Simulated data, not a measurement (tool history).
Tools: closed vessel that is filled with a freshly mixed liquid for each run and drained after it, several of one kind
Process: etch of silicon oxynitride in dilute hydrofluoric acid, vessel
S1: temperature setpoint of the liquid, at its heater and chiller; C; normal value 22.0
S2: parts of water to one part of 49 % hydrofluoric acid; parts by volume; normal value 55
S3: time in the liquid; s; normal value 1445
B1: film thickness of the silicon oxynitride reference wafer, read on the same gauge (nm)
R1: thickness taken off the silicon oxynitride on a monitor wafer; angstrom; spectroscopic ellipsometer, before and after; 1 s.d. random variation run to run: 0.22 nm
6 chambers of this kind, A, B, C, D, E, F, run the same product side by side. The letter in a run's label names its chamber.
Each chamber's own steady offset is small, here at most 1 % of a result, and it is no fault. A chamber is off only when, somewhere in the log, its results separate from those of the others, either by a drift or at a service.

run   hour    S1  S2    S3      B1      R1
 1C    2.8  22.0  55  1445  59.987  441.27
 2F    6.2  22.0  55  1445  60.007  445.31
 3B    9.3  22.0  55  1445  60.006  441.32
 4A   14.7  22.0  55  1445  59.998  446.31
 5E   17.9  19.5  65  1445  60.019  329.09
 6D   21.1  19.5  65  1445  59.998  322.51
 7D   24.4  19.5  65  1445  59.983  323.46
 8A   29.4  19.5  65  1445  60.018  330.23
 9C   32.8  19.5  65  1445  60.001  323.32
10B   35.5  19.5  65  1445  59.986  330.61
11E   39.0  22.0  55  1445  59.985  443.58
12F   41.5  22.0  55  1445  59.996  453.43
      45.7  -- chamber C: thermometer replaced
13D   46.5  22.0  55  1445  60.017  437.51
14F   50.5  22.0  80  1445  59.998  309.10
15E   55.4  22.0  80  1445  59.992  299.85
      55.9  -- chamber D: thermometer replaced
16C   60.5  22.0  80  1445  59.997  297.49
17A   65.5  22.0  80  1445  59.982  298.89
18B   70.0  22.0  80  1445  60.004  301.45
19E   73.4  22.0  80  1445  59.986  300.18
20A   77.5  22.0  55  1445  59.998  446.90
21B   79.9  22.0  55  1445  59.991  443.58
22F   82.7  22.0  55  1445  59.996  461.84
23D   88.2  22.0  85  1445  59.991  277.13
24C   91.4  22.0  85  1445  60.006  277.79
25F   95.0  22.0  85  1445  60.002  298.09
26E   98.5  22.0  85  1445  59.996  281.05
27D  102.4  22.0  85  1445  59.992  276.20
28C  106.7  22.0  85  1445  59.994  276.80
29B  109.1  22.0  55  1445  60.029  441.90
30A  113.0  22.0  55  1445  59.989  445.46
31B  117.8  22.0  55  1445  60.005  442.60
32C  121.8  22.0  55  1445  59.988  442.96
33E  126.7  22.0  55  1445  59.997  440.39
34D  131.4  22.0  55  1445  60.010  435.52
35F  135.0  22.0  55  1445  59.997  475.28
36A  138.2  22.0  55  1445  60.029  444.19

Predict what each chamber gives when all 6 of them run the settings below next.
37A  142.1  19.0  55  1445       ?
37B  142.1  19.0  55  1445       ?
37C  142.1  19.0  55  1445       ?
37D  142.1  19.0  55  1445       ?
37E  142.1  19.0  55  1445       ?
37F  142.1  19.0  55  1445       ?

run      R1
37A  380.73
37B  379.98
37C  382.66
37D  376.08
37E  382.19
37F  410.36
